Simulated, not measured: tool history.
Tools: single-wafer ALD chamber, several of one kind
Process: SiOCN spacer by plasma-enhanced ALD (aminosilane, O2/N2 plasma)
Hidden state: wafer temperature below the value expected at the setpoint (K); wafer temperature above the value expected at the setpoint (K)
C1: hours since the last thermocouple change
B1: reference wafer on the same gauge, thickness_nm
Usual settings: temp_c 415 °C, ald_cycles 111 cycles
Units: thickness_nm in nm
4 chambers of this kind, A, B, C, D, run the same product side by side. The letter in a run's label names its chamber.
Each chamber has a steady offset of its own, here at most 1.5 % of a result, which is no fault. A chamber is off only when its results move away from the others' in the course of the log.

run 1A day=0.467 | temp_c=415 ald_cycles=111 | C1=669.3 | B1=5.7713 | thickness_nm=6.3535
run 2B day=0.879 | temp_c=415 ald_cycles=111 | C1=544.5 | B1=5.7735 | thickness_nm=6.3342
run 3D day=1.200 | temp_c=415 ald_cycles=111 | C1=1862.7 | B1=5.7733 | thickness_nm=6.3933
run 4C day=1.708 | temp_c=415 ald_cycles=111 | C1=220.8 | B1=5.7746 | thickness_nm=6.4637
run 5C day=2.092 | temp_c=415 ald_cycles=111 | C1=230.0 | B1=5.7746 | thickness_nm=6.4494
run 6B day=2.329 | temp_c=415 ald_cycles=111 | C1=579.3 | B1=5.7753 | thickness_nm=6.3234
run 7A day=2.708 | temp_c=415 ald_cycles=111 | C1=723.1 | B1=5.7792 | thickness_nm=6.3720
run 8D day=3.142 | temp_c=415 ald_cycles=111 | C1=1909.3 | B1=5.7786 | thickness_nm=6.3944
run 9D day=3.488 | temp_c=415 ald_cycles=111 | C1=1917.6 | B1=5.7805 | thickness_nm=6.4061
run 10C day=3.825 | temp_c=415 ald_cycles=102 | C1=271.6 | B1=5.7821 | thickness_nm=5.9455
run 11B day=4.154 | temp_c=415 ald_cycles=102 | C1=623.1 | B1=5.7801 | thickness_nm=5.8238
run 12A day=4.667 | temp_c=415 ald_cycles=102 | C1=770.1 | B1=5.7834 | thickness_nm=5.8465
run 13D day=5.008 | temp_c=415 ald_cycles=102 | C1=1954.1 | B1=5.7853 | thickness_nm=5.8770
run 14B day=5.533 | temp_c=415 ald_cycles=111 | C1=656.2 | B1=5.7842 | thickness_nm=6.3515
run 15C day=5.996 | temp_c=415 ald_cycles=111 | C1=323.7 | B1=5.7875 | thickness_nm=6.4737
run 16A day=6.404 | temp_c=415 ald_cycles=111 | C1=811.8 | B1=5.7888 | thickness_nm=6.3637
run 17D day=6.829 | temp_c=415 ald_cycles=111 | C1=1997.8 | B1=5.7911 | thickness_nm=6.3936
run 18B day=7.192 | temp_c=415 ald_cycles=111 | C1=696.0 | B1=5.7893 | thickness_nm=6.3494
run 19C day=7.508 | temp_c=415 ald_cycles=111 | C1=360.0 | B1=5.7905 | thickness_nm=6.4505
run 20A day=8.008 | temp_c=415 ald_cycles=111 | C1=850.3 | B1=5.7933 | thickness_nm=6.3916
run 21C day=8.317 | temp_c=415 ald_cycles=111 | C1=379.4 | B1=5.7951 | thickness_nm=6.4688
run 22B day=8.683 | temp_c=415 ald_cycles=111 | C1=731.8 | B1=5.7951 | thickness_nm=6.3478
run 23A day=9.125 | temp_c=415 ald_cycles=111 | C1=877.1 | B1=5.7938 | thickness_nm=6.3805
run 24D day=9.629 | temp_c=415 ald_cycles=111 | C1=2065.0 | B1=5.7978 | thickness_nm=6.4140
run 25B day=10.029 | temp_c=415 ald_cycles=111 | C1=764.1 | B1=5.7974 | thickness_nm=6.3552
run 26A day=10.329 | temp_c=415 ald_cycles=111 | C1=906.0 | B1=5.7980 | thickness_nm=6.3729
run 27C day=10.792 | temp_c=415 ald_cycles=111 | C1=438.8 | B1=5.8002 | thickness_nm=6.4726
run 28D day=11.312 | temp_c=415 ald_cycles=128 | C1=2105.4 | B1=5.8015 | thickness_nm=7.4038
run 29A day=11.588 | temp_c=415 ald_cycles=128 | C1=936.2 | B1=5.8009 | thickness_nm=7.3672

Is one chamber off against the others, does the gauge drift, or is nothing wrong? If a chamber is off, say which, and what the likeliest cause is.

The gauge drifts, so all chambers seem to drift together. No chamber is off.
Cause: gauge reads high (%) = 0.571.
